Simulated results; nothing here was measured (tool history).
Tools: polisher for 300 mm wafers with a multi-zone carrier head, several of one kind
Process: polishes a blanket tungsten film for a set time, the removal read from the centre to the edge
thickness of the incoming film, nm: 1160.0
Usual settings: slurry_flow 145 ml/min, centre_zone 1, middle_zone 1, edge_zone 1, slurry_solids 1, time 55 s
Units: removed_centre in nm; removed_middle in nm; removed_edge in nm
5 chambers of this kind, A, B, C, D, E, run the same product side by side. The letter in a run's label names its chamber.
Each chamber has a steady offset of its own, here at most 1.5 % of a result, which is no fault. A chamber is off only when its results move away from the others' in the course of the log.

run,hour,slurry_flow,centre_zone,middle_zone,edge_zone,slurry_solids,time,wafers polished on this pad,hours since the slurry nozzle was cleaned,hours since the centre zone pressure was calibrated,hours since the edge zone pressure was calibrated,removed_centre,removed_middle,removed_edge
# hour 6.9: chamber D: worn pad replaced by a new one
1C,6.9,145,1,1,1,1,55,274,10.5,101.7,487.8,354.09,352.04,346.18
2A,15.8,145,1,1,1,1,55,717,40.3,202.6,141.9,359.07,351.51,360.43
# hour 23.7: chamber D: edge zone pressure recalibrated
3B,26.3,145,1,1,1,1,55,528,70.1,268.3,915.6,354.42,351.12,360.26
4D,34.3,145,1,1,1,1,55,421,35.8,400.5,10.6,361.96,353.25,358.05
# hour 39.2: chamber A: worn pad replaced by a new one
# hour 39.6: chamber E: worn pad replaced by a new one
5E,43.7,145,1,1,1,1,55,63,582.1,1327.1,215.3,351.91,359.5,362.21
# hour 45.1: chamber C: worn pad replaced by a new one
6C,50.5,145,1,1,1,1,55,82,54.1,145.3,531.4,356.33,356.69,354.23
# hour 53: chamber B: worn pad replaced by a new one
7D,57.3,145,1,1,1,1,55,774,58.8,423.5,33.6,353.13,355.53,361.53
# hour 59.8: chamber D: worn pad replaced by a new one
8E,65.1,145,1,1,1.05,0.9,55,392,603.5,1348.5,236.7,347.07,349.04,351.61
# hour 70: chamber D: centre zone pressure recalibrated
9B,74,145,1,1,1.05,0.9,55,323,117.8,316,963.3,347.75,345.09,364.85
10A,80.5,145,1,1,1.05,0.9,55,635,105,267.3,206.6,345.59,347.92,368.49
# hour 87.8: chamber B: centre zone pressure recalibrated
11C,89.2,145,1,1,1.05,0.9,55,677,92.8,184,570.1,342.8,349.86,362.43
12E,95,145,1,1,1.05,0.9,55,851,633.4,1378.4,266.6,350.07,351.48,353.31
13D,101.6,115,1,0.93,1,1,55,642,103.1,31.6,77.9,332.35,314.98,347.05
# hour 103.3: chamber E: worn pad replaced by a new one
# hour 103.7: chamber A: worn pad replaced by a new one
# hour 109: chamber C: worn pad replaced by a new one
14B,110.7,115,1,0.93,1,1,55,886,154.5,23,1000,338.62,312.22,345.56
# hour 117: chamber D: worn pad replaced by a new one
15A,119.8,115,1,0.93,1,1,55,247,144.3,306.6,245.9,338.82,321.03,345.34
# hour 122.5: chamber B: worn pad replaced by a new one
16D,124.9,115,1,0.93,1,1,55,122,126.4,54.9,101.2,338.52,312.55,345.35
17B,132.9,115,1,0.93,1,1,55,160,176.7,45.2,1022.2,341.68,318.22,340.63
18A,142.1,145,1,1,1,1,55,590,166.6,328.9,268.2,356.66,361.13,353.69
19C,146.7,145,1,1,1,1,55,580,150.3,241.5,627.6,355.25,358.34,350.7
20E,154.4,145,1,1,1,1,55,785,692.8,1437.8,326,353.29,361.32,356.4
21D,161.7,145,1,1,1,1,55,687,163.2,91.7,138,352.85,354.65,362.74
# hour 166.5: chamber E: centre zone pressure recalibrated
# hour 167.3: chamber B: edge zone pressure recalibrated
22B,169.6,145,1,1,1,1,55,723,213.4,81.9,2.3,359.03,358.83,362.97
# hour 171.1: chamber A: worn pad replaced by a new one
# hour 172.6: chamber C: worn pad replaced by a new one
# hour 173.6: chamber E: worn pad replaced by a new one
23C,179.5,145,1,1,1,1,55,107,183.1,274.3,660.4,358.18,354.24,355.98
# hour 184.3: chamber D: worn pad replaced by a new one
24A,188.4,145,1,1,1,1,55,265,212.9,375.2,314.5,350.96,346.16,368.27
# hour 189.4: chamber B: worn pad replaced by a new one
25E,195,175,1,1,1,1,55,328,733.4,28.6,366.6,399.93,364.22,361.83
26A,204.2,175,1,1,1,1,55,508,228.7,391,330.3,370.87,372.29,369.08
# hour 213.4: chamber B: slurry nozzle cleaned
27C,214.5,175,1,1,1,1,55,644,218.1,309.3,695.4,367.39,381.89,362.26
28D,220.2,175,1,1,1,1,55,552,221.7,150.2,196.5,369.2,372.03,374.48
# hour 226.8: chamber E: worn pad replaced by a new one
# hour 227.6: chamber E: edge zone pressure recalibrated
29B,229.6,175,1,1,1,1,55,618,16.2,141.9,62.3,375.67,366.72,361.81
30E,234.7,145,1,1,1,1,55,121,773.1,68.3,7.2,380.22,364.38,352.01
31D,239.7,145,0.96,0.88,1,1,55,852,241.2,169.7,216,341.84,315.35,362.52
# hour 240: chamber A: worn pad replaced by a new one
# hour 241.5: chamber C: worn pad replaced by a new one
32B,250.1,145,0.96,0.88,1,1,55,933,36.7,162.4,82.8,337.19,307.65,359.18
# hour 257.6: chamber B: worn pad replaced by a new one
33C,259.8,145,0.96,0.88,1,1,55,281,263.4,354.6,740.7,340.99,315.38,359.45
# hour 263.9: chamber C: slurry nozzle cleaned
34E,268.9,145,0.96,0.88,1,1,55,646,807.3,102.5,41.4,366.97,320.1,360.1
35A,277.8,145,0.96,0.88,1,1,55,580,302.3,464.6,403.9,341.95,314.22,359.83
36B,285.4,145,1,1,1,1,55,428,72,197.7,118.1,361.3,349.39,368.38
37E,290.9,145,1,1,1,1,55,984,829.3,124.5,63.4,387.07,365.61,361.45
# hour 298.5: chamber A: worn pad replaced by a new one
38C,299.5,145,1,1,1,1,55,890,35.6,394.3,780.4,359.21,357.98,354.53
39A,308.6,145,1,1,1,1,55,156,333.1,495.4,434.7,359.97,359.96,364.56

What goes on in this fleet: one chamber off, a drifting gauge, or nothing beyond the chambers' own small offsets? Name the chamber and the cause, if any.

A service left chamber E off against the others.
Cause: centre zone's pressure above its setpoint, % = 7.31.

Here are 4 candidates for chamber E's next run, each the usual settings with a change, their results left as question marks. Which one brings its results back in line with what the others give on the usual settings?
In line means no further than this from the other chambers' mean on the usual settings: removed_centre 10 nm; removed_middle 16 nm; removed_edge 15 nm
40E-1,316.2,145,1.02,1,0.99,1,55,,,,,?,?,?
40E-2,316.2,145,0.98,1,1.01,1,55,,,,,?,?,?
40E-3,316.2,150,1.06,0.99,0.98,1,55,,,,,?,?,?
40E-4,316.2,140,0.95,1.01,1.02,1,54,,,,,?,?,?

The other chambers' mean on the usual settings: removed_centre 356.26 nm; removed_middle 356.03 nm; removed_edge 358.2 nm
run,removed_centre,removed_middle,removed_edge
40E-1,391.12,359.73,357.89
40E-2,374.66,359.81,361.65
40E-3,410.56,358.67,357.72
40E-4,352.97,354.1,355.1
40E-4 brings the chamber back in line.
